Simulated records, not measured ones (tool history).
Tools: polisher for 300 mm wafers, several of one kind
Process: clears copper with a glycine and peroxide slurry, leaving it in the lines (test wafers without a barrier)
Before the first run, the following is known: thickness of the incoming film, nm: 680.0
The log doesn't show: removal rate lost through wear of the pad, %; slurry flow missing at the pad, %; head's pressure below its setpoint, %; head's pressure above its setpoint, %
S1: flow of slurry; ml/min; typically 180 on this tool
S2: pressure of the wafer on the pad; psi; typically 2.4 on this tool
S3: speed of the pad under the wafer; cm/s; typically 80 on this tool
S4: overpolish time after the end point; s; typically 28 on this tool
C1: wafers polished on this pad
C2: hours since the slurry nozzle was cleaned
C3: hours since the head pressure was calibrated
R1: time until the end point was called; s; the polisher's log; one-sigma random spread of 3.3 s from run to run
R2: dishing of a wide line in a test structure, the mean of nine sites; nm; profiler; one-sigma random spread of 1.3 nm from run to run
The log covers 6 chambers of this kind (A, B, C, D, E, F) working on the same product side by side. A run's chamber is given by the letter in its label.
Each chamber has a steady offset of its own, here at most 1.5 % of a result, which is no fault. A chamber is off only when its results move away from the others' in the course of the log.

run,hour,S1,S2,S3,S4,C1,C2,C3,R1,R2
1C,6.9,180,2.4,80,28,588,82.3,811.6,202.94,62.746
2F,14.4,180,2.4,80,28,709,226.5,116.0,211.26,65.177
3A,22.6,180,2.4,80,28,785,180.9,474.8,202.62,62.910
4B,27.6,180,2.4,80,28,1211,181.9,109.1,211.81,63.304
# hour 31.1: chamber D: worn pad replaced by a new one
# hour 31.6: chamber C: worn pad replaced by a new one
5D,32.5,180,2.4,80,28,10,262.4,385.4,204.53,61.821
# hour 35.9: chamber B: worn pad replaced by a new one
# hour 39.0: chamber E: worn pad replaced by a new one
6E,39.6,180,2.4,80,28,4,475.0,50.2,208.04,62.736
7A,45.8,180,2.4,80,28,953,204.1,498.0,205.04,61.288
8C,52.5,180,2.4,80,28,151,127.9,857.2,205.35,63.191
9F,57.7,180,2.4,80,28,1022,269.8,159.3,205.78,65.281
10E,62.8,180,2.4,80,28,172,498.2,73.4,212.13,64.077
11D,70.7,180,2.4,80,28,287,300.6,423.6,210.32,63.002
12B,77.8,235,1.6,80,28,303,232.1,159.3,261.02,49.257
# hour 77.9: chamber F: worn pad replaced by a new one
13B,85.0,235,1.6,80,28,355,239.3,166.5,266.21,49.046
14E,91.1,235,1.6,80,28,377,526.5,101.7,267.67,49.469
# hour 92.7: chamber A: worn pad replaced by a new one
15C,98.1,235,1.6,80,28,482,173.5,902.8,262.62,48.282
16F,105.4,235,1.6,80,28,199,317.5,207.0,271.35,49.356
17D,111.7,235,1.6,80,28,584,341.6,464.6,275.61,49.347
# hour 116.8: chamber D: worn pad replaced by a new one
18A,118.8,180,2.4,80,28,189,277.1,571.0,207.32,63.372
19D,123.5,180,2.4,80,28,48,353.4,476.4,203.28,62.920
20F,128.5,180,2.4,80,28,366,340.6,230.1,206.80,63.533
21A,132.2,180,2.4,80,28,286,290.5,584.4,209.53,65.224
22E,140.2,180,2.4,80,28,733,575.6,150.8,208.06,62.090
# hour 142.9: chamber C: worn pad replaced by a new one
23B,148.5,125,1.7,80,28,815,302.8,230.0,283.32,47.689
# hour 152.6: chamber F: slurry nozzle cleaned
24C,154.9,125,1.7,80,28,87,230.3,959.6,285.04,49.132
25B,159.1,125,1.7,80,28,892,313.4,240.6,280.01,47.025
26F,164.7,125,1.7,80,28,628,12.1,266.3,279.29,45.038
27A,171.8,125,1.7,80,28,573,330.1,624.0,282.81,47.028
# hour 177.7: chamber E: worn pad replaced by a new one
28E,178.8,125,1.7,80,28,8,614.2,189.4,283.45,48.695
29D,185.5,180,2.4,80,28,497,415.4,538.4,214.49,63.834
# hour 185.9: chamber A: head pressure recalibrated
30C,193.3,180,2.4,102,28,365,268.7,998.0,177.27,74.301
# hour 194.5: chamber C: slurry nozzle cleaned
# hour 198.8: chamber D: worn pad replaced by a new one
31E,201.4,180,2.4,102,28,171,636.8,212.0,174.52,75.055
# hour 203.2: chamber B: slurry nozzle cleaned
32B,208.8,180,2.4,102,28,1252,5.6,290.3,168.57,72.600
# hour 215.5: chamber C: head pressure recalibrated
33D,216.9,180,2.4,102,28,131,446.8,569.8,174.29,71.985
34C,222.9,180,2.4,102,28,579,28.4,7.5,164.07,71.254
35F,228.4,180,2.4,102,28,1090,75.8,330.0,174.08,76.300
36A,236.1,180,2.4,80,28,1039,394.4,50.3,206.39,61.530
37F,240.2,180,2.4,80,28,1175,87.6,341.8,204.98,63.022

Does one chamber stand apart from the rest, does the shared gauge drift, or is all well apart from small per-chamber offsets? Give the chamber and the most likely cause, where there is one.

Beyond each chamber's small constant offset nothing stands out, and the gauge stays steady.

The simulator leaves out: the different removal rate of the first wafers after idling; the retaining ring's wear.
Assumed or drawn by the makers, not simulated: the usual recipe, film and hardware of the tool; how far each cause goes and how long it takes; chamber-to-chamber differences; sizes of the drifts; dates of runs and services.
